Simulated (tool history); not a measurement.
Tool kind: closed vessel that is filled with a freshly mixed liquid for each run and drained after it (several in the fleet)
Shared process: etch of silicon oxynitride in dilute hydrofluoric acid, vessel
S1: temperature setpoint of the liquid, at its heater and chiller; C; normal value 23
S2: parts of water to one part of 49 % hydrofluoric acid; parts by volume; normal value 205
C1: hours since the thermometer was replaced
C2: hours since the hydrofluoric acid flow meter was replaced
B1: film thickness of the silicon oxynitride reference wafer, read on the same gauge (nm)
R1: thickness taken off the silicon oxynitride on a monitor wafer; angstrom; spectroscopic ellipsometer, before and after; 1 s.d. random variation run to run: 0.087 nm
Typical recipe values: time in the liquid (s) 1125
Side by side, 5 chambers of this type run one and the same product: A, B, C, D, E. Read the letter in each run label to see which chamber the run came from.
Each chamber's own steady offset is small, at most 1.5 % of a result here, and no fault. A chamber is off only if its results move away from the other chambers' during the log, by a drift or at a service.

run 1A hour=5.9 | S1=23 S2=205 time_in_the_liquid_(s)=1125 | C1=2332.1 C2=175.8 | B1=120.02 | R1=159.55
run 2D hour=10.4 | S1=23 S2=205 time_in_the_liquid_(s)=1125 | C1=1871.7 C2=103.1 | B1=119.96 | R1=157.46
run 3C hour=14.4 | S1=23 S2=205 time_in_the_liquid_(s)=1125 | C1=109.8 C2=1511.6 | B1=120.02 | R1=158.72
run 4E hour=20.9 | S1=23 S2=205 time_in_the_liquid_(s)=1125 | C1=650.9 C2=691.5 | B1=119.96 | R1=158.48
run 5B hour=26.9 | S1=23 S2=205 time_in_the_liquid_(s)=1125 | C1=797.3 C2=472.6 | B1=120 | R1=158.93
run 6B hour=32 | S1=23 S2=205 time_in_the_liquid_(s)=1125 | C1=802.4 C2=477.7 | B1=120.05 | R1=157.46
run 7C hour=35.8 | S1=23 S2=205 time_in_the_liquid_(s)=1125 | C1=131.2 C2=1533 | B1=119.97 | R1=160.51
run 8E hour=39.1 | S1=23 S2=205 time_in_the_liquid_(s)=1125 | C1=669.1 C2=709.7 | B1=120 | R1=158.69
run 9A hour=42.1 | S1=24.5 S2=130 time_in_the_liquid_(s)=1125 | C1=2368.3 C2=212 | B1=120.02 | R1=281.15
run 10D hour=46.2 | S1=24.5 S2=130 time_in_the_liquid_(s)=1125 | C1=1907.5 C2=138.9 | B1=120.02 | R1=281.12
run 11C hour=52.7 | S1=24.5 S2=130 time_in_the_liquid_(s)=1125 | C1=148.1 C2=1549.9 | B1=120.02 | R1=280.79
run 12E hour=55.9 | S1=24.5 S2=130 time_in_the_liquid_(s)=1125 | C1=685.9 C2=726.5 | B1=119.99 | R1=281.62
run 13D hour=60.8 | S1=24.5 S2=130 time_in_the_liquid_(s)=1125 | C1=1922.1 C2=153.5 | B1=120.03 | R1=280.61
run 14A hour=64.5 | S1=23 S2=205 time_in_the_liquid_(s)=1125 | C1=2390.7 C2=234.4 | B1=120 | R1=160.12
run 15B hour=67.8 | S1=23 S2=205 time_in_the_liquid_(s)=1125 | C1=838.2 C2=513.5 | B1=119.99 | R1=157.18
run 16D hour=73.9 | S1=23 S2=205 time_in_the_liquid_(s)=1125 | C1=1935.2 C2=166.6 | B1=120 | R1=158.04
run 17C hour=80.6 | S1=23 S2=205 time_in_the_liquid_(s)=1125 | C1=176 C2=1577.8 | B1=119.97 | R1=161.13
run 18B hour=86.6 | S1=23 S2=205 time_in_the_liquid_(s)=1125 | C1=857 C2=532.3 | B1=120.02 | R1=156.02
run 19E hour=92.5 | S1=23 S2=205 time_in_the_liquid_(s)=1125 | C1=722.5 C2=763.1 | B1=120 | R1=160.02
run 20A hour=98 | S1=23 S2=205 time_in_the_liquid_(s)=1125 | C1=2424.2 C2=267.9 | B1=119.99 | R1=158.11
run 21C hour=101.1 | S1=23 S2=205 time_in_the_liquid_(s)=1125 | C1=196.5 C2=1598.3 | B1=120.03 | R1=160.57
run 22D hour=105.6 | S1=23 S2=205 time_in_the_liquid_(s)=1125 | C1=1966.9 C2=198.3 | B1=120.02 | R1=156.81
run 23E hour=111.8 | S1=23 S2=205 time_in_the_liquid_(s)=1125 | C1=741.8 C2=782.4 | B1=119.97 | R1=158.96
run 24B hour=115.1 | S1=23 S2=205 time_in_the_liquid_(s)=1125 | C1=885.5 C2=560.8 | B1=119.99 | R1=154.33
run 25A hour=120.2 | S1=23 S2=205 time_in_the_liquid_(s)=1125 | C1=2446.4 C2=290.1 | B1=120.03 | R1=159.03
run 26A hour=124.5 | S1=23 S2=205 time_in_the_liquid_(s)=1125 | C1=2450.7 C2=294.4 | B1=120.01 | R1=158.9
run 27B hour=130.3 | S1=23 S2=205 time_in_the_liquid_(s)=1125 | C1=900.7 C2=576 | B1=120.03 | R1=154.26
run 28D hour=135.1 | S1=23 S2=205 time_in_the_liquid_(s)=1125 | C1=1996.4 C2=227.8 | B1=120.01 | R1=158.55
run 29C hour=141.9 | S1=23 S2=205 time_in_the_liquid_(s)=1125 | C1=237.3 C2=1639.1 | B1=120.03 | R1=159.02
run 30E hour=145.3 | S1=23 S2=205 time_in_the_liquid_(s)=1125 | C1=775.3 C2=815.9 | B1=120.03 | R1=158.79
-- hour=147 chamber E: thermometer replaced
run 31A hour=150 | S1=23 S2=205 time_in_the_liquid_(s)=1125 | C1=2476.2 C2=319.9 | B1=120 | R1=159.26
run 32C hour=153.8 | S1=23 S2=205 time_in_the_liquid_(s)=1125 | C1=249.2 C2=1651 | B1=119.99 | R1=160.92
run 33D hour=157.6 | S1=23 S2=205 time_in_the_liquid_(s)=1125 | C1=2018.9 C2=250.3 | B1=120.02 | R1=157.71
run 34E hour=161.3 | S1=23 S2=205 time_in_the_liquid_(s)=1125 | C1=14.3 C2=831.9 | B1=120.02 | R1=158.18
run 35B hour=164.9 | S1=23 S2=205 time_in_the_liquid_(s)=1125 | C1=935.3 C2=610.6 | B1=119.97 | R1=153.4
run 36C hour=169.4 | S1=23 S2=205 time_in_the_liquid_(s)=1125 | C1=264.8 C2=1666.6 | B1=120.03 | R1=159.7
run 37B hour=174.2 | S1=20 S2=135 time_in_the_liquid_(s)=1125 | C1=944.6 C2=619.9 | B1=120.01 | R1=212.44
run 38E hour=178 | S1=20 S2=135 time_in_the_liquid_(s)=1125 | C1=31 C2=848.6 | B1=120.01 | R1=218.51
run 39A hour=183.6 | S1=20 S2=135 time_in_the_liquid_(s)=1125 | C1=2509.8 C2=353.5 | B1=120.04 | R1=217.42
run 40D hour=189.5 | S1=20 S2=135 time_in_the_liquid_(s)=1125 | C1=2050.8 C2=282.2 | B1=119.97 | R1=219.28
run 41A hour=193.2 | S1=20 S2=135 time_in_the_liquid_(s)=1125 | C1=2519.4 C2=363.1 | B1=119.99 | R1=217.71
run 42C hour=199.4 | S1=23 S2=205 time_in_the_liquid_(s)=1125 | C1=294.8 C2=1696.6 | B1=119.95 | R1=158.69
run 43D hour=204.7 | S1=23 S2=205 time_in_the_liquid_(s)=1125 | C1=2066 C2=297.4 | B1=119.99 | R1=156.54
run 44B hour=211.2 | S1=23 S2=205 time_in_the_liquid_(s)=1125 | C1=981.6 C2=656.9 | B1=120.03 | R1=151.9

Is one chamber out of step, is the gauge drifting, or do the chambers differ by no more than their own small offsets? For an off chamber, give its letter and the likeliest cause.

It is chamber B that slowly wanders off from its peers.
Most likely cause: hydrofluoric acid flow below the setpoint (%) = 4.81.
The log may not tell that from: liquid colder than its thermometer reads (K).

Here are 4 candidates for chamber B's next run, each the usual settings with a change, their results left as question marks. Which one brings its results back in line with what the others give on the usual settings?
Counts as in line when no further than this from what the other chambers average on the usual settings: R1 3 angstrom
run 45B-1 hour=216.2 | S1=23 S2=205 time_in_the_liquid_(s)=1180 | R1=?
run 45B-2 hour=216.2 | S1=23 S2=205 time_in_the_liquid_(s)=1110 | R1=?
run 45B-3 hour=216.2 | S1=23 S2=205 time_in_the_liquid_(s)=1140 | R1=?
run 45B-4 hour=216.2 | S1=23 S2=215 time_in_the_liquid_(s)=1125 | R1=?

Other chambers, usual settings, mean: R1 158.48 angstrom
run=45B-1 R1=157.43
run=45B-2 R1=148.09
run=45B-3 R1=152.1
run=45B-4 R1=141.93
With 45B-1, the chamber falls back in line with the rest.
